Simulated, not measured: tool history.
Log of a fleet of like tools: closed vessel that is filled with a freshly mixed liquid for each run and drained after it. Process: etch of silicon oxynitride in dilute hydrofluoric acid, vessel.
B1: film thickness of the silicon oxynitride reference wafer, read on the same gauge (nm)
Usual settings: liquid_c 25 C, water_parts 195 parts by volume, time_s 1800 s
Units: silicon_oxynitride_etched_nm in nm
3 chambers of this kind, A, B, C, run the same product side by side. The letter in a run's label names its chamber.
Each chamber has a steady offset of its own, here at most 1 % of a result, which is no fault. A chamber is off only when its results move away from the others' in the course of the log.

{"run": "1C", "day": 0.312, "liquid_c": 25, "water_parts": 195, "time_s": 1800, "B1": 129.96, "silicon_oxynitride_etched_nm": 12.915}
{"run": "2B", "day": 0.504, "liquid_c": 25, "water_parts": 195, "time_s": 1800, "B1": 130.05, "silicon_oxynitride_etched_nm": 13.042}
{"day": 0.579, "done": "chamber B: thermometer replaced"}
{"run": "3A", "day": 0.721, "liquid_c": 25, "water_parts": 195, "time_s": 1800, "B1": 130.04, "silicon_oxynitride_etched_nm": 12.85}
{"run": "4A", "day": 0.975, "liquid_c": 25, "water_parts": 195, "time_s": 1800, "B1": 129.97, "silicon_oxynitride_etched_nm": 12.778}
{"run": "5B", "day": 1.342, "liquid_c": 25, "water_parts": 195, "time_s": 1800, "B1": 129.99, "silicon_oxynitride_etched_nm": 12.99}
{"run": "6C", "day": 1.538, "liquid_c": 25, "water_parts": 195, "time_s": 1800, "B1": 130.01, "silicon_oxynitride_etched_nm": 12.989}
{"run": "7A", "day": 1.742, "liquid_c": 25, "water_parts": 265, "time_s": 2240, "B1": 129.99, "silicon_oxynitride_etched_nm": 11.1}
{"run": "8C", "day": 2.029, "liquid_c": 25, "water_parts": 265, "time_s": 2240, "B1": 129.98, "silicon_oxynitride_etched_nm": 11.293}
{"run": "9B", "day": 2.375, "liquid_c": 25, "water_parts": 265, "time_s": 2240, "B1": 129.99, "silicon_oxynitride_etched_nm": 11.371}
{"run": "10C", "day": 2.688, "liquid_c": 25, "water_parts": 240, "time_s": 1800, "B1": 130.04, "silicon_oxynitride_etched_nm": 10.11}
{"run": "11A", "day": 3.046, "liquid_c": 25, "water_parts": 240, "time_s": 1800, "B1": 129.98, "silicon_oxynitride_etched_nm": 9.9945}
{"day": 3.171, "done": "chamber C: hydrofluoric acid flow meter replaced"}
{"run": "12B", "day": 3.254, "liquid_c": 25, "water_parts": 240, "time_s": 1800, "B1": 130.05, "silicon_oxynitride_etched_nm": 10.208}
{"run": "13C", "day": 3.533, "liquid_c": 25, "water_parts": 195, "time_s": 1800, "B1": 130.0, "silicon_oxynitride_etched_nm": 12.951}
{"run": "14A", "day": 3.808, "liquid_c": 23, "water_parts": 150, "time_s": 1800, "B1": 130.03, "silicon_oxynitride_etched_nm": 15.742}
{"run": "15B", "day": 4.088, "liquid_c": 23, "water_parts": 150, "time_s": 1800, "B1": 130.0, "silicon_oxynitride_etched_nm": 16.031}
{"run": "16B", "day": 4.475, "liquid_c": 23, "water_parts": 150, "time_s": 1800, "B1": 130.03, "silicon_oxynitride_etched_nm": 16.001}
{"run": "17A", "day": 4.646, "liquid_c": 25, "water_parts": 195, "time_s": 1800, "B1": 130.0, "silicon_oxynitride_etched_nm": 12.811}
{"day": 4.925, "done": "chamber B: hydrofluoric acid flow meter replaced"}
{"run": "18C", "day": 4.95, "liquid_c": 25, "water_parts": 195, "time_s": 1800, "B1": 130.03, "silicon_oxynitride_etched_nm": 12.768}
{"run": "19C", "day": 5.329, "liquid_c": 25, "water_parts": 195, "time_s": 1800, "B1": 130.01, "silicon_oxynitride_etched_nm": 12.744}
{"run": "20B", "day": 5.667, "liquid_c": 25, "water_parts": 195, "time_s": 1800, "B1": 130.0, "silicon_oxynitride_etched_nm": 13.011}
{"run": "21A", "day": 5.983, "liquid_c": 25, "water_parts": 195, "time_s": 1800, "B1": 130.01, "silicon_oxynitride_etched_nm": 12.79}
{"run": "22C", "day": 6.362, "liquid_c": 25, "water_parts": 195, "time_s": 1800, "B1": 129.95, "silicon_oxynitride_etched_nm": 12.714}
{"run": "23A", "day": 6.571, "liquid_c": 25, "water_parts": 195, "time_s": 1800, "B1": 130.04, "silicon_oxynitride_etched_nm": 12.83}
{"run": "24B", "day": 6.767, "liquid_c": 25, "water_parts": 195, "time_s": 1800, "B1": 130.01, "silicon_oxynitride_etched_nm": 13.028}
{"run": "25B", "day": 6.95, "liquid_c": 25, "water_parts": 195, "time_s": 1800, "B1": 129.98, "silicon_oxynitride_etched_nm": 12.984}
{"run": "26A", "day": 7.325, "liquid_c": 25, "water_parts": 195, "time_s": 965, "B1": 130.0, "silicon_oxynitride_etched_nm": 6.9022}
{"run": "27C", "day": 7.667, "liquid_c": 25, "water_parts": 195, "time_s": 965, "B1": 130.01, "silicon_oxynitride_etched_nm": 6.7951}
{"run": "28B", "day": 7.933, "liquid_c": 25, "water_parts": 195, "time_s": 965, "B1": 130.05, "silicon_oxynitride_etched_nm": 6.9414}
{"run": "29A", "day": 8.125, "liquid_c": 25, "water_parts": 195, "time_s": 2700, "B1": 129.97, "silicon_oxynitride_etched_nm": 19.188}
{"run": "30C", "day": 8.458, "liquid_c": 25, "water_parts": 195, "time_s": 2700, "B1": 130.01, "silicon_oxynitride_etched_nm": 19.054}
{"run": "31B", "day": 8.846, "liquid_c": 25, "water_parts": 195, "time_s": 2700, "B1": 130.01, "silicon_oxynitride_etched_nm": 19.529}
{"run": "32A", "day": 9.229, "liquid_c": 25, "water_parts": 195, "time_s": 1800, "B1": 130.0, "silicon_oxynitride_etched_nm": 12.688}
{"run": "33C", "day": 9.412, "liquid_c": 25, "water_parts": 195, "time_s": 1800, "B1": 129.96, "silicon_oxynitride_etched_nm": 12.585}
{"run": "34B", "day": 9.733, "liquid_c": 25, "water_parts": 195, "time_s": 1800, "B1": 130.0, "silicon_oxynitride_etched_nm": 13.036}
{"run": "35C", "day": 9.921, "liquid_c": 25, "water_parts": 195, "time_s": 1800, "B1": 130.01, "silicon_oxynitride_etched_nm": 12.618}
{"run": "36A", "day": 10.179, "liquid_c": 25, "water_parts": 195, "time_s": 1800, "B1": 130.02, "silicon_oxynitride_etched_nm": 12.791}
{"run": "37C", "day": 10.417, "liquid_c": 25, "water_parts": 120, "time_s": 1800, "B1": 129.99, "silicon_oxynitride_etched_nm": 21.514}
{"run": "38A", "day": 10.6, "liquid_c": 25, "water_parts": 120, "time_s": 1800, "B1": 130.02, "silicon_oxynitride_etched_nm": 22.318}

All 3 chambers run these settings next. Forecast each chamber's results:
{"run": "39A", "day": 10.883, "liquid_c": 25, "water_parts": 195, "time_s": 1800, "silicon_oxynitride_etched_nm": "?"}
{"run": "39B", "day": 10.883, "liquid_c": 25, "water_parts": 195, "time_s": 1800, "silicon_oxynitride_etched_nm": "?"}
{"run": "39C", "day": 10.883, "liquid_c": 25, "water_parts": 195, "time_s": 1800, "silicon_oxynitride_etched_nm": "?"}

run=39A silicon_oxynitride_etched_nm=12.8360
run=39B silicon_oxynitride_etched_nm=13.0470
run=39C silicon_oxynitride_etched_nm=12.5520
